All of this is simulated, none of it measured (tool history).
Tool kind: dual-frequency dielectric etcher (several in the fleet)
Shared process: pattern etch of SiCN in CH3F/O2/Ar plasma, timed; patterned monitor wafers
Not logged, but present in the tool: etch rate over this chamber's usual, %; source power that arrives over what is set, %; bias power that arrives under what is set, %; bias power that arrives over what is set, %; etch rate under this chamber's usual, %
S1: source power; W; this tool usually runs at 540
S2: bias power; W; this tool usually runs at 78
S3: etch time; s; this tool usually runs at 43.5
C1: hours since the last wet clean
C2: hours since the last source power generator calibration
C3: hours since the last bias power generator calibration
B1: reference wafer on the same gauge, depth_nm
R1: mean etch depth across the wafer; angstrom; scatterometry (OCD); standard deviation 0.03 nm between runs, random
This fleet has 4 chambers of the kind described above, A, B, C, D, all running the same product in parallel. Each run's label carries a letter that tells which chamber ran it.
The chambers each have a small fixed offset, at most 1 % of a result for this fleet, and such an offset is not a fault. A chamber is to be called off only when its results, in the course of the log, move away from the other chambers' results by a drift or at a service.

run	hour	S1	S2	S3	C1	C2	C3	B1	R1
1C	13.0	540	78	43.5	320.7	1305.8	3059.4	19.892	186.64
2D	24.6	540	78	43.5	62.2	425.9	1408.1	19.896	188.74
3A	36.3	540	78	43.5	47.7	3350.5	1849.6	19.888	187.61
# hour 49.1: chamber B: wet clean of the chamber
4B	51.5	540	78	43.5	2.5	3411.1	938.6	19.888	187.37
# hour 52.0: chamber C: wet clean of the chamber
5C	66.0	540	78	43.5	14.0	1358.8	3112.4	19.878	187.07
6D	77.0	670	62	43.5	114.6	478.3	1460.5	19.884	189.12
7B	84.9	670	62	43.5	35.9	3444.5	972.0	19.875	188.75
8A	93.0	670	62	43.5	104.4	3407.2	1906.3	19.874	187.98
9A	102.7	670	62	43.5	114.1	3416.9	1916.0	19.872	187.89
# hour 104.5: chamber B: source power generator calibrated
10D	115.7	540	78	43.5	153.3	517.0	1499.2	19.872	188.69
11B	128.7	540	78	43.5	79.7	24.3	1015.8	19.864	187.35
12C	142.8	540	78	43.5	90.8	1435.6	3189.2	19.859	187.21
13D	150.6	540	78	43.5	188.2	551.9	1534.1	19.856	188.26
14C	159.2	540	78	43.5	107.2	1452.0	3205.6	19.856	187.30
15B	170.5	540	78	43.5	121.5	66.1	1057.6	19.855	187.21
16A	180.7	540	78	43.5	192.1	3494.9	1994.0	19.846	187.62
17A	193.5	480	78	43.5	204.9	3507.7	2006.8	19.839	179.44
18B	209.2	480	78	43.5	160.2	104.8	1096.3	19.839	178.31
19D	223.4	480	78	43.5	261.0	624.7	1606.9	19.831	179.70
20C	236.6	480	78	43.5	184.6	1529.4	3283.0	19.831	178.78
21C	246.1	540	78	43.5	194.1	1538.9	3292.5	19.823	187.20
22B	253.0	540	78	43.5	204.0	148.6	1140.1	19.815	186.59
23D	265.2	540	78	43.5	302.8	666.5	1648.7	19.818	188.14
24A	278.4	540	78	43.5	289.8	3592.6	2091.7	19.810	186.97
25D	289.9	470	78	43.5	327.5	691.2	1673.4	19.814	179.03
26A	302.3	470	78	43.5	313.7	3616.5	2115.6	19.799	177.58
27C	314.1	470	78	43.5	262.1	1606.9	3360.5	19.803	176.74
28B	324.8	470	78	43.5	275.8	220.4	1211.9	19.801	177.36
29D	335.2	540	72	50.5	372.8	736.5	1718.7	19.801	211.76
30A	347.2	540	72	50.5	358.6	3661.4	2160.5	19.789	211.10
31B	360.1	540	72	50.5	311.1	255.7	1247.2	19.789	210.41
32C	368.7	540	72	50.5	316.7	1661.5	3415.1	19.782	210.51
33A	384.5	540	78	43.5	395.9	3698.7	2197.8	19.781	186.97
# hour 385.2: chamber C: wet clean of the chamber
# hour 386.0: chamber D: wet clean of the chamber
34D	392.5	540	78	43.5	6.5	793.8	1776.0	19.781	187.71
35C	407.3	540	78	43.5	22.2	1700.1	3453.7	19.773	186.04
36B	418.2	540	78	43.5	369.2	313.8	1305.3	19.775	186.12

Has any chamber moved away from the others, gradually or after a service, or does the common gauge drift, or do the chambers differ only by their own small steady offsets? State the chamber and the most likely cause if one applies.

It is the gauge, not a chamber: its drift shows up in every chamber's results at once, and no chamber is off.
Likeliest cause: gauge reads low (%) = 0.664.
